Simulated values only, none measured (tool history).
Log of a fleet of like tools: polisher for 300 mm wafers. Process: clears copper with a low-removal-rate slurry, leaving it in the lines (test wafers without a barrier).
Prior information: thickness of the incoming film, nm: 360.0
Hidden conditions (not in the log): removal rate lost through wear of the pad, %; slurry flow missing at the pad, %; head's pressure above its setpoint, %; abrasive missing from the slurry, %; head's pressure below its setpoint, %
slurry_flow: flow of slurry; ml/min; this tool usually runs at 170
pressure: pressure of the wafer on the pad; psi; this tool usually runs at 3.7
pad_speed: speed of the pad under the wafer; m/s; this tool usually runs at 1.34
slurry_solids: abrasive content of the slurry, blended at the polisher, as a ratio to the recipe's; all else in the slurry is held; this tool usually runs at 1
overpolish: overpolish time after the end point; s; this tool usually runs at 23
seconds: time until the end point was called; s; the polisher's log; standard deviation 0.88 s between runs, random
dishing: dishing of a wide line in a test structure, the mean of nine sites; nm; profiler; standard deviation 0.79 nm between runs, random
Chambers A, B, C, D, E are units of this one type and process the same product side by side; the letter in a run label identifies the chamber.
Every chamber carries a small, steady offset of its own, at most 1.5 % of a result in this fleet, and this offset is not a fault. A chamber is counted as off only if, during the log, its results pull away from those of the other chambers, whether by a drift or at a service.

| run | hour | slurry_flow | pressure | pad_speed | slurry_solids | overpolish | wafers polished on this pad | hours since the slurry nozzle was cleaned | hours since the head pressure was calibrated | hours since the slurry blender was calibrated | seconds | dishing |
|---|---|---|---|---|---|---|---|---|---|---|---|---|
|  | 4.7 | chamber B: worn pad replaced by a new one |
| 1A | 10.1 | 170 | 3.7 | 1.34 | 1 | 23 | 782 | 338.7 | 18.2 | 65.9 | 64.026 | 62.925 |
|  | 10.6 | chamber C: worn pad replaced by a new one |
|  | 16.6 | chamber E: worn pad replaced by a new one |
| 2D | 21.6 | 170 | 3.7 | 1.34 | 1 | 23 | 186 | 194.8 | 537.1 | 99.1 | 64.889 | 64.152 |
| 3E | 27.7 | 170 | 3.7 | 1.34 | 1 | 23 | 60 | 58.4 | 486.8 | 359.2 | 63.287 | 65.175 |
|  | 28 | chamber B: head pressure recalibrated |
| 4C | 38 | 170 | 3.7 | 1.34 | 1 | 23 | 149 | 388.5 | 409.8 | 244.2 | 64.691 | 61.701 |
| 5B | 43.7 | 170 | 3.7 | 1.34 | 1 | 23 | 212 | 125.4 | 15.8 | 343.2 | 66.191 | 62.184 |
| 6E | 53.5 | 170 | 3.7 | 1.34 | 1 | 23 | 201 | 84.2 | 512.6 | 385 | 63.435 | 64.17 |
| 7A | 66 | 170 | 3.7 | 1.34 | 1 | 23 | 1087 | 394.6 | 74.1 | 121.8 | 62.261 | 64.63 |
|  | 74.2 | chamber E: slurry blender recalibrated |
| 8D | 76.4 | 170 | 3.7 | 1.34 | 1 | 23 | 485 | 249.6 | 591.9 | 153.9 | 63.127 | 61.327 |
|  | 83.2 | chamber A: worn pad replaced by a new one |
| 9C | 85.5 | 170 | 3.7 | 1.34 | 1 | 23 | 408 | 436 | 457.3 | 291.7 | 64.343 | 61.197 |
| 10B | 97.3 | 170 | 3.7 | 1.34 | 1 | 23 | 504 | 179 | 69.4 | 396.8 | 64.566 | 62.629 |
|  | 104.1 | chamber D: worn pad replaced by a new one |
| 11B | 104.5 | 170 | 3.7 | 1.34 | 1 | 23 | 544 | 186.2 | 76.6 | 404 | 64.619 | 64.201 |
| 12D | 116.4 | 170 | 3.7 | 1.34 | 1 | 23 | 67 | 289.6 | 631.9 | 193.9 | 63.288 | 63.054 |
|  | 119.7 | chamber E: head pressure recalibrated |
| 13C | 122.2 | 170 | 3.7 | 1.34 | 1 | 23 | 608 | 472.7 | 494 | 328.4 | 66.596 | 62.594 |
| 14E | 128 | 170 | 3.7 | 1.34 | 1 | 23 | 607 | 158.7 | 8.4 | 53.9 | 57.158 | 66.166 |
| 15A | 136 | 170 | 3.7 | 1.34 | 1 | 23 | 287 | 464.6 | 144.1 | 191.8 | 64.251 | 64.878 |
| 16D | 142.3 | 170 | 3.7 | 1.58 | 1 | 23 | 208 | 315.5 | 657.8 | 219.8 | 53.364 | 69.866 |
| 17E | 154.2 | 170 | 3.7 | 1.58 | 1 | 23 | 749 | 184.9 | 34.6 | 80.1 | 49.498 | 74.367 |
| 18C | 163.1 | 170 | 3.7 | 1.58 | 1 | 23 | 831 | 513.6 | 534.9 | 369.3 | 53.302 | 69.674 |
|  | 171.1 | chamber C: worn pad replaced by a new one |
| 19B | 171.1 | 170 | 3.7 | 1.58 | 1 | 23 | 906 | 252.8 | 143.2 | 470.6 | 54.864 | 68.725 |
|  | 177.7 | chamber E: worn pad replaced by a new one |
| 20A | 179.9 | 170 | 3.7 | 1.58 | 1 | 23 | 527 | 508.5 | 188 | 235.7 | 54.607 | 70.655 |
|  | 182.3 | chamber B: slurry blender recalibrated |
|  | 189.7 | chamber B: worn pad replaced by a new one |
| 21D | 190.8 | 140 | 3.7 | 1.34 | 1 | 34 | 472 | 364 | 706.3 | 268.3 | 66.423 | 75.462 |
| 22E | 203.4 | 140 | 3.7 | 1.34 | 1 | 34 | 140 | 234.1 | 83.8 | 129.3 | 61.103 | 79.531 |
|  | 213.1 | chamber B: slurry nozzle cleaned |
| 23B | 214.2 | 140 | 3.7 | 1.34 | 1 | 34 | 133 | 1.1 | 186.3 | 32 | 65.737 | 77.888 |
|  | 219.6 | chamber C: slurry blender recalibrated |
| 24C | 222.7 | 140 | 3.7 | 1.34 | 1 | 34 | 281 | 573.2 | 594.5 | 3.1 | 66.34 | 73.127 |
|  | 229.7 | chamber D: slurry blender recalibrated |
| 25A | 234.2 | 140 | 3.7 | 1.34 | 1 | 34 | 823 | 562.8 | 242.3 | 290 | 66.381 | 75.778 |
|  | 235.8 | chamber D: worn pad replaced by a new one |
| 26E | 243.6 | 170 | 3.7 | 1.34 | 1 | 23 | 359 | 274.3 | 124 | 169.5 | 58.155 | 67.6 |
| 27A | 251.7 | 170 | 3.7 | 1.34 | 1 | 23 | 918 | 580.3 | 259.8 | 307.5 | 63.795 | 64.334 |
| 28C | 259.2 | 170 | 3.7 | 1.34 | 1 | 23 | 480 | 609.7 | 631 | 39.6 | 65.294 | 62.825 |
| 29B | 266.8 | 170 | 3.7 | 1.34 | 1 | 23 | 420 | 53.7 | 238.9 | 84.6 | 66.855 | 63.542 |
|  | 268.5 | chamber C: slurry nozzle cleaned |
| 30D | 277.3 | 170 | 3.7 | 1.34 | 1 | 23 | 226 | 450.5 | 792.8 | 47.6 | 64.341 | 64.528 |
| 31D | 287.9 | 170 | 3.7 | 1.34 | 1 | 23 | 284 | 461.1 | 803.4 | 58.2 | 63.432 | 62.792 |
| 32C | 300 | 170 | 3.7 | 1.34 | 1 | 23 | 702 | 31.5 | 671.8 | 80.4 | 63.744 | 61.786 |
| 33A | 308.3 | 170 | 3.7 | 1.34 | 1 | 23 | 1226 | 636.9 | 316.4 | 364.1 | 65.431 | 62.681 |
|  | 317.2 | chamber A: worn pad replaced by a new one |
| 34E | 318.5 | 170 | 3.7 | 1.34 | 1 | 23 | 767 | 349.2 | 198.9 | 244.4 | 59.34 | 66.761 |
|  | 328.1 | chamber C: worn pad replaced by a new one |
| 35B | 330.2 | 170 | 3.7 | 1.34 | 1 | 15 | 765 | 117.1 | 302.3 | 148 | 66.104 | 49.187 |
|  | 338.6 | chamber D: worn pad replaced by a new one |
| 36C | 340.6 | 170 | 3.7 | 1.34 | 1 | 15 | 68 | 72.1 | 712.4 | 121 | 65.339 | 46.688 |
| 37D | 347 | 170 | 3.7 | 1.34 | 1 | 15 | 45 | 520.2 | 862.5 | 117.3 | 63.555 | 49.166 |
|  | 353 | chamber E: worn pad replaced by a new one |
| 38A | 356.3 | 170 | 3.7 | 1.34 | 1 | 15 | 213 | 684.9 | 364.4 | 412.1 | 64.289 | 48.019 |
| 39E | 366.5 | 170 | 3.7 | 1.34 | 1 | 15 | 73 | 397.2 | 246.9 | 292.4 | 58.075 | 51.789 |
|  | 370.4 | chamber D: slurry nozzle cleaned |
| 40B | 378.8 | 170 | 3.7 | 1.34 | 1 | 23 | 1030 | 165.7 | 350.9 | 196.6 | 65.689 | 62.181 |
| 41E | 387.6 | 170 | 3.7 | 1.34 | 1 | 33 | 188 | 418.3 | 268 | 313.5 | 57.474 | 81.166 |
| 42D | 394.2 | 170 | 3.7 | 1.34 | 1 | 33 | 303 | 23.9 | 909.7 | 164.5 | 63.865 | 74.908 |

Does one chamber stand apart from the rest, does the shared gauge drift, or is all well apart from small per-chamber offsets? Give the chamber and the most likely cause, where there is one.

Chamber E has stood off from the others ever since a service on it.
Cause: head's pressure above its setpoint, % = 9.09.

Chamber E could run next with any of the 4 candidate recipes listed below; each alters the usual settings, and their results appear as question marks. Which one brings its results back in line with what the other chambers deliver on the usual settings?
To be in line, a result may differ from the other chambers' mean on the usual settings by at most: seconds 3.1 s; dishing 2.8 nm
| 43E-1 | 403.5 | 170 | 3.5 | 1.28 | 1 | 23 |  |  |  |  | ? | ? |
| 43E-2 | 403.5 | 170 | 3.9 | 1.4 | 1 | 23 |  |  |  |  | ? | ? |
| 43E-3 | 403.5 | 165 | 3.3 | 1.22 | 1 | 23 |  |  |  |  | ? | ? |
| 43E-4 | 403.5 | 175 | 4.1 | 1.46 | 1 | 23 |  |  |  |  | ? | ? |

The other chambers' mean on the usual settings: seconds 64.475 s; dishing 63.295 nm
| run | seconds | dishing |
|---|---|---|
| 43E-1 | 63.949 | 63.255 |
| 43E-2 | 52.383 | 71.3 |
| 43E-3 | 71.566 | 58.852 |
| 43E-4 | 47.534 | 75.228 |
Change 43E-1 lands the chamber within the allowed miss of the other chambers.
